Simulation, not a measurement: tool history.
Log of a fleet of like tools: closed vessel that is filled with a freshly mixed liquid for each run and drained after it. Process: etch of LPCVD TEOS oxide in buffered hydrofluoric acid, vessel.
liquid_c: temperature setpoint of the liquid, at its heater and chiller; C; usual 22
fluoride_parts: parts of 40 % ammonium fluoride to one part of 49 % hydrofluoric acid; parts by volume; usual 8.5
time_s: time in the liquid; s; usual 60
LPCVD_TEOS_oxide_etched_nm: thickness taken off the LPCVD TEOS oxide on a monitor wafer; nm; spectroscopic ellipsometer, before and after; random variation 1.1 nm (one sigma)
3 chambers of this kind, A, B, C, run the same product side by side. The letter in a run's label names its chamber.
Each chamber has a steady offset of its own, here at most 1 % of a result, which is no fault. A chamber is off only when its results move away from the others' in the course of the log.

run	hour	liquid_c	fluoride_parts	time_s	hours since the thermometer was replaced	hours since the hydrofluoric acid flow meter was replaced	read-back film thickness of the LPCVD TEOS oxide reference wafer, read on the same gauge (nm)	LPCVD_TEOS_oxide_etched_nm
1B	6.4	22	8.5	60	506.8	780	79.985	150.6
2A	13.8	22	8.5	60	441.7	749.6	79.99	150.08
3C	19.9	22	8.5	60	2394.2	230	80.006	152.48
4A	25.1	22	8.5	60	453	760.9	80.012	150.94
5B	35.3	22	8.5	60	535.7	808.9	79.986	151.85
6C	44.3	22	8.5	60	2418.6	254.4	80.004	153.31
7B	52.8	22	8.5	60	553.2	826.4	79.998	152
8C	64.4	22	8.5	60	2438.7	274.5	80.006	148.9
9A	70.5	22	8.5	60	498.4	806.3	79.997	152.13
10C	80.1	22	8.5	60	2454.4	290.2	79.995	151.31
11B	86.4	22	8.5	60	586.8	860	79.978	152.81
12A	92.8	22	8.5	60	520.7	828.6	79.992	149.76
13A	103.2	22	8.5	60	531.1	839	79.982	148.39
14B	114.6	22	8.5	60	615	888.2	79.988	151.4
15C	124.9	22	8.5	60	2499.2	335	80.004	147.93
16A	136.1	22	8.5	60	564	871.9	80.002	149.66
# hour 140.2: chamber A: hydrofluoric acid flow meter replaced
17C	145.2	22	8.5	60	2519.5	355.3	79.997	147.8
18B	150.5	22	8.5	60	650.9	924.1	79.988	152
19A	156.3	22	8.5	60	584.2	16.1	79.988	148.82
20B	168.1	22	10	75	668.5	941.7	80.002	165.99
21C	173.7	22	10	75	2548	383.8	80.011	162.72
22B	183	22	10	75	683.4	956.6	79.985	166.9
23A	193.6	22	8.5	60	621.5	53.4	79.998	147.92
24C	202.8	22	8.5	60	2577.1	412.9	79.998	148.64
25B	208.4	22	8.5	60	708.8	982	80.008	152.26
# hour 209.2: chamber C: thermometer replaced
26A	218.2	22	8.5	60	646.1	78	80.006	150.45
27C	227.2	22	8.5	60	18.1	437.3	79.987	144.86
28A	237.1	22	8.5	60	665	96.9	80.012	148.88
29B	242.6	22	8.5	60	743	1016.2	79.991	150.62
30C	251.2	22	8.5	60	42.1	461.3	80.022	144.92
31A	259.5	22	8.5	60	687.4	119.3	80.011	149.63
32C	268.7	22	8.5	30	59.6	478.8	80.006	71.609
33B	275.1	22	8.5	30	775.5	1048.7	79.991	76.236
34A	283.8	22	8.5	30	711.7	143.6	80.008	75.566
35C	294.3	22	8.5	60	85.2	504.4	79.991	142.39

All 3 chambers run these settings next. Forecast each chamber's results:
36A	302.8	22	8.5	60				?
36B	302.8	22	8.5	60				?
36C	302.8	22	8.5	60				?

run	LPCVD_TEOS_oxide_etched_nm
36A	149.98
36B	151.66
36C	143.14
